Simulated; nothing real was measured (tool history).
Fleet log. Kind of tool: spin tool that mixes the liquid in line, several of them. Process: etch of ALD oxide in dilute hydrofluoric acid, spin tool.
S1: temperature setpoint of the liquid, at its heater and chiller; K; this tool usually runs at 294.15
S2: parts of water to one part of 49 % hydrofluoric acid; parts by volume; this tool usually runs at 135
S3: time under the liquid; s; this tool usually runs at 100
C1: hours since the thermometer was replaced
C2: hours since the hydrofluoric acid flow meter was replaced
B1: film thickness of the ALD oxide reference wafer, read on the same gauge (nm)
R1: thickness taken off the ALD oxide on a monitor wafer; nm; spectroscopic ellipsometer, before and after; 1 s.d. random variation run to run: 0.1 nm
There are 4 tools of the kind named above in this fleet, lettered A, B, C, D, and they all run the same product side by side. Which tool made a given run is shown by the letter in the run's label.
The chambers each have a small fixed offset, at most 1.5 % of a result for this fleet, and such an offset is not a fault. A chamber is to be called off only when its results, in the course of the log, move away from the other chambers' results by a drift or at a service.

{"run": "1B", "hour": 6.8, "S1": 294.15, "S2": 135, "S3": 100, "C1": 271.3, "C2": 67.3, "B1": 99.987, "R1": 10.349}
{"run": "2D", "hour": 14.4, "S1": 294.15, "S2": 135, "S3": 100, "C1": 706.7, "C2": 240.5, "B1": 99.99, "R1": 10.371}
{"run": "3A", "hour": 25.8, "S1": 294.15, "S2": 135, "S3": 100, "C1": 1590.9, "C2": 70.3, "B1": 100.01, "R1": 10.418}
{"run": "4C", "hour": 36.2, "S1": 294.15, "S2": 135, "S3": 100, "C1": 109, "C2": 315.3, "B1": 100.05, "R1": 10.25}
{"run": "5D", "hour": 42.6, "S1": 294.15, "S2": 135, "S3": 100, "C1": 734.9, "C2": 268.7, "B1": 99.981, "R1": 10.446}
{"run": "6B", "hour": 48.9, "S1": 297.15, "S2": 135, "S3": 100, "C1": 313.4, "C2": 109.4, "B1": 99.996, "R1": 11.716}
{"run": "7C", "hour": 55.1, "S1": 297.15, "S2": 135, "S3": 100, "C1": 127.9, "C2": 334.2, "B1": 100.02, "R1": 11.711}
{"run": "8A", "hour": 60.5, "S1": 297.15, "S2": 135, "S3": 100, "C1": 1625.6, "C2": 105, "B1": 99.993, "R1": 11.82}
{"run": "9C", "hour": 72.2, "S1": 297.15, "S2": 135, "S3": 100, "C1": 145, "C2": 351.3, "B1": 100, "R1": 11.826}
{"run": "10D", "hour": 78.4, "S1": 294.15, "S2": 135, "S3": 140, "C1": 770.7, "C2": 304.5, "B1": 100.03, "R1": 14.621}
{"run": "11A", "hour": 87.1, "S1": 294.15, "S2": 135, "S3": 140, "C1": 1652.2, "C2": 131.6, "B1": 100.03, "R1": 14.751}
{"run": "12B", "hour": 98.6, "S1": 294.15, "S2": 135, "S3": 140, "C1": 363.1, "C2": 159.1, "B1": 99.998, "R1": 14.584}
{"run": "13D", "hour": 106.1, "S1": 294.15, "S2": 135, "S3": 140, "C1": 798.4, "C2": 332.2, "B1": 100.03, "R1": 14.624}
{"run": "14A", "hour": 114.5, "S1": 294.15, "S2": 135, "S3": 100, "C1": 1679.6, "C2": 159, "B1": 100.03, "R1": 10.492}
{"run": "15B", "hour": 120.0, "S1": 294.15, "S2": 135, "S3": 100, "C1": 384.5, "C2": 180.5, "B1": 99.98, "R1": 10.346}
{"run": "16C", "hour": 130.5, "S1": 294.15, "S2": 135, "S3": 100, "C1": 203.3, "C2": 409.6, "B1": 100.02, "R1": 10.486}
{"run": "17A", "hour": 139.6, "S1": 294.15, "S2": 135, "S3": 100, "C1": 1704.7, "C2": 184.1, "B1": 99.976, "R1": 10.701}
{"run": "18B", "hour": 150.8, "S1": 294.15, "S2": 135, "S3": 100, "C1": 415.3, "C2": 211.3, "B1": 99.965, "R1": 10.51}
{"run": "19C", "hour": 157.8, "S1": 294.15, "S2": 135, "S3": 100, "C1": 230.6, "C2": 436.9, "B1": 100, "R1": 10.55}
{"run": "20D", "hour": 164.7, "S1": 294.15, "S2": 135, "S3": 100, "C1": 857, "C2": 390.8, "B1": 99.97, "R1": 10.269}
{"hour": 171.7, "done": "chamber A: thermometer replaced"}
{"run": "21D", "hour": 176.0, "S1": 294.15, "S2": 135, "S3": 100, "C1": 868.3, "C2": 402.1, "B1": 100.01, "R1": 10.545}
{"run": "22B", "hour": 182.4, "S1": 294.15, "S2": 135, "S3": 100, "C1": 446.9, "C2": 242.9, "B1": 100.02, "R1": 10.418}
{"run": "23A", "hour": 194.3, "S1": 294.15, "S2": 135, "S3": 100, "C1": 22.7, "C2": 238.8, "B1": 100.02, "R1": 10.26}
{"run": "24C", "hour": 206.2, "S1": 294.15, "S2": 135, "S3": 100, "C1": 279, "C2": 485.3, "B1": 99.986, "R1": 10.584}
{"run": "25A", "hour": 217.0, "S1": 298.65, "S2": 175, "S3": 100, "C1": 45.4, "C2": 261.5, "B1": 100.01, "R1": 9.1569}
{"run": "26D", "hour": 228.3, "S1": 298.65, "S2": 175, "S3": 100, "C1": 920.6, "C2": 454.4, "B1": 99.966, "R1": 8.9604}
{"run": "27C", "hour": 235.0, "S1": 298.65, "S2": 175, "S3": 100, "C1": 307.8, "C2": 514.1, "B1": 99.99, "R1": 9.3386}
{"run": "28B", "hour": 243.8, "S1": 298.65, "S2": 175, "S3": 100, "C1": 508.3, "C2": 304.3, "B1": 99.966, "R1": 9.2371}
{"run": "29B", "hour": 249.7, "S1": 297.15, "S2": 155, "S3": 100, "C1": 514.2, "C2": 310.2, "B1": 100.02, "R1": 10.097}
{"run": "30A", "hour": 257.0, "S1": 297.15, "S2": 155, "S3": 100, "C1": 85.4, "C2": 301.5, "B1": 99.977, "R1": 10.043}
{"run": "31D", "hour": 263.5, "S1": 297.15, "S2": 155, "S3": 100, "C1": 955.8, "C2": 489.6, "B1": 99.949, "R1": 10.062}
{"run": "32C", "hour": 273.5, "S1": 297.15, "S2": 155, "S3": 100, "C1": 346.3, "C2": 552.6, "B1": 100, "R1": 10.175}
{"run": "33B", "hour": 283.6, "S1": 294.15, "S2": 135, "S3": 100, "C1": 548.1, "C2": 344.1, "B1": 100.01, "R1": 10.295}
{"run": "34A", "hour": 293.2, "S1": 294.15, "S2": 135, "S3": 100, "C1": 121.6, "C2": 337.7, "B1": 99.994, "R1": 10.513}

Next, all 4 chambers run the settings below, one line each with question marks for the results. What does each chamber give?
{"run": "35A", "hour": 302.0, "S1": 294.15, "S2": 135, "S3": 100, "R1": "?"}
{"run": "35B", "hour": 302.0, "S1": 294.15, "S2": 135, "S3": 100, "R1": "?"}
{"run": "35C", "hour": 302.0, "S1": 294.15, "S2": 135, "S3": 100, "R1": "?"}
{"run": "35D", "hour": 302.0, "S1": 294.15, "S2": 135, "S3": 100, "R1": "?"}

run=35A R1=10.495
run=35B R1=10.462
run=35C R1=10.463
run=35D R1=10.471
